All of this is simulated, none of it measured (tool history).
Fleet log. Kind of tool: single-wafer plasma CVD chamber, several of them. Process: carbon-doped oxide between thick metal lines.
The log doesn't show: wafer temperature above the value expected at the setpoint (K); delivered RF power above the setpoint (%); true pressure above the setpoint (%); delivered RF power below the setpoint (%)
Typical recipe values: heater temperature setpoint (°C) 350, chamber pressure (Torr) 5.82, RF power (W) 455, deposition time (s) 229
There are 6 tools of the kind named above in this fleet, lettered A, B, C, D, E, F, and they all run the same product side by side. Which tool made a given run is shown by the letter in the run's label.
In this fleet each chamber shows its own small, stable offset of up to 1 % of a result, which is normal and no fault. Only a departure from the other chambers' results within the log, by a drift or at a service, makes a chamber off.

run   hour  heater temperature setpoint (°C)  chamber pressure (Torr)  RF power (W)  deposition time (s)  hours since the last thermocouple change  hours since the last RF generator calibration  hours since the last manometer calibration  read-back reference wafer on the same gauge, thickness_nm  mean film thickness on the monitor wafer (angstrom)
 1A    4.0                               350                     5.82           455                  229                                     222.6                                          383.7                                       205.6                                                     1070.0                                                11150
 2F    8.1                               350                     5.82           455                  229                                    1281.0                                         1046.7                                       233.6                                                     1070.0                                                11101
 3E   14.5                               350                     5.82           455                  229                                      27.1                                          356.4                                       357.9                                                     1070.4                                                11065
 4D   21.5                               350                     5.82           455                  229                                    2316.5                                          605.6                                      1352.0                                                     1070.2                                                11075
 5B   28.5                               350                     5.36           495                  229                                     152.4                                          937.9                                      1141.4                                                     1070.5                                                11510
 6C   36.1                               350                     5.36           495                  229                                    1729.2                                          636.2                                       136.0                                                     1071.4                                                11643
 7E   39.6                               350                     5.36           495                  229                                      52.2                                          381.5                                       383.0                                                     1071.1                                                11571
 8A   46.0                               350                     5.36           495                  229                                     264.6                                          425.7                                       247.6                                                     1071.2                                                11655
 9D   49.7                               350                     5.36           495                  229                                    2344.7                                          633.8                                      1380.2                                                     1071.4                                                11597
10F   57.0                               350                     5.36           495                  229                                    1329.9                                         1095.6                                       282.5                                                     1071.8                                                11567
11B   61.9                               350                     5.82           455                  229                                     185.8                                          971.3                                      1174.8                                                     1071.9                                                11037
      67.3  -- chamber B: RF generator calibrated
12C   69.6                               350                     5.82           490                  229                                    1762.7                                          669.7                                       169.5                                                     1071.8                                                11702
13D   76.1                               350                     5.82           490                  229                                    2371.1                                          660.2                                      1406.6                                                     1072.6                                                11653
14B   82.9                               350                     5.82           490                  229                                     206.8                                           15.6                                      1195.8                                                     1072.2                                                11574
15F   86.2                               350                     5.82           490                  229                                    1359.1                                         1124.8                                       311.7                                                     1072.5                                                11671
16C   93.2                               350                     5.82           490                  229                                    1786.3                                          693.3                                       193.1                                                     1072.6                                                11711
17A   99.0                               350                     5.82           490                  229                                     317.6                                          478.7                                       300.6                                                     1073.4                                                11671
18E  104.3                               350                     5.82           455                  229                                     116.9                                          446.2                                       447.7                                                     1073.4                                                11134
19B  110.9                               350                     5.82           455                  229                                     234.8                                           43.6                                      1223.8                                                     1073.5                                                11077
20E  116.9                               343                     5.82           455                  259                                     129.5                                          458.8                                       460.3                                                     1073.6                                                12805
21F  121.8                               343                     5.82           455                  259                                    1394.7                                         1160.4                                       347.3                                                     1073.6                                                12750
22C  127.4                               343                     5.82           455                  259                                    1820.5                                          727.5                                       227.3                                                     1073.9                                                12865
23A  132.1                               343                     5.82           455                  259                                     350.7                                          511.8                                       333.7                                                     1074.4                                                12881
24D  139.1                               343                     5.82           455                  259                                    2434.1                                          723.2                                      1469.6                                                     1073.8                                                12836
25D  144.4                               343                     5.82           455                  259                                    2439.4                                          728.5                                      1474.9                                                     1074.7                                                12795
26C  150.5                               350                     5.82           455                  229                                    1843.6                                          750.6                                       250.4                                                     1074.1                                                11171
27B  154.8                               350                     5.82           455                  229                                     278.7                                           87.5                                      1267.7                                                     1074.3                                                11055
28E  159.3                               350                     5.82           455                  229                                     171.9                                          501.2                                       502.7                                                     1074.7                                                11106
29F  163.5                               350                     5.82           455                  229                                    1436.4                                         1202.1                                       389.0                                                     1075.2                                                11126
30A  167.1                               350                     5.32           455                  264                                     385.7                                          546.8                                       368.7                                                     1074.6                                                12756
31F  173.1                               350                     5.32           455                  264                                    1446.0                                         1211.7                                       398.6                                                     1075.3                                                12688
32E  179.4                               350                     5.32           455                  264                                     192.0                                          521.3                                       522.8                                                     1075.4                                                12662
33D  186.6                               350                     5.32           455                  264                                    2481.6                                          770.7                                      1517.1                                                     1075.5                                                12692
34A  193.8                               350                     5.32           455                  264                                     412.4                                          573.5                                       395.4                                                     1075.5                                                12765
35C  199.5                               350                     5.32           455                  264                                    1892.6                                          799.6                                       299.4                                                     1075.8                                                12766
36B  205.2                               350                     5.82           455                  229                                     329.1                                          137.9                                      1318.1                                                     1075.9                                                11108
37B  212.3                               350                     5.82           455                  229                                     336.2                                          145.0                                      1325.2                                                     1076.5                                                11125
38F  217.5                               350                     5.36           455                  229                                    1490.4                                         1256.1                                       443.0                                                     1076.8                                                11009
39E  221.6                               350                     5.36           455                  229                                     234.2                                          563.5                                       565.0                                                     1076.2                                                11023
40C  227.0                               350                     5.36           455                  229                                    1920.1                                          827.1                                       326.9                                                     1076.5                                                11089
41A  231.7                               350                     5.36           455                  229                                     450.3                                          611.4                                       433.3                                                     1076.9                                                11099
42D  236.4                               350                     5.36           455                  229                                    2531.4                                          820.5                                      1566.9                                                     1077.2                                                11021
43C  241.6                               350                     5.36           455                  229                                    1934.7                                          841.7                                       341.5                                                     1076.9                                                11092
44D  246.3                               350                     6.59           455                  251                                    2541.3                                          830.4                                      1576.8                                                     1077.1                                                12390

The same settings go to every chamber for the next run, one line per chamber below. Forecast the results for each:
45A  251.8                               350                     5.24           455                  229                                                                                                                                                                                                                                                    ?
45B  251.8                               350                     5.24           455                  229                                                                                                                                                                                                                                                    ?
45C  251.8                               350                     5.24           455                  229                                                                                                                                                                                                                                                    ?
45D  251.8                               350                     5.24           455                  229                                                                                                                                                                                                                                                    ?
45E  251.8                               350                     5.24           455                  229                                                                                                                                                                                                                                                    ?
45F  251.8                               350                     5.24           455                  229                                                                                                                                                                                                                                                    ?

run  mean film thickness on the monitor wafer (angstrom)
45A                                                11075
45B                                                10965
45C                                                11045
45D                                                10994
45E                                                11003
45F                                                10998
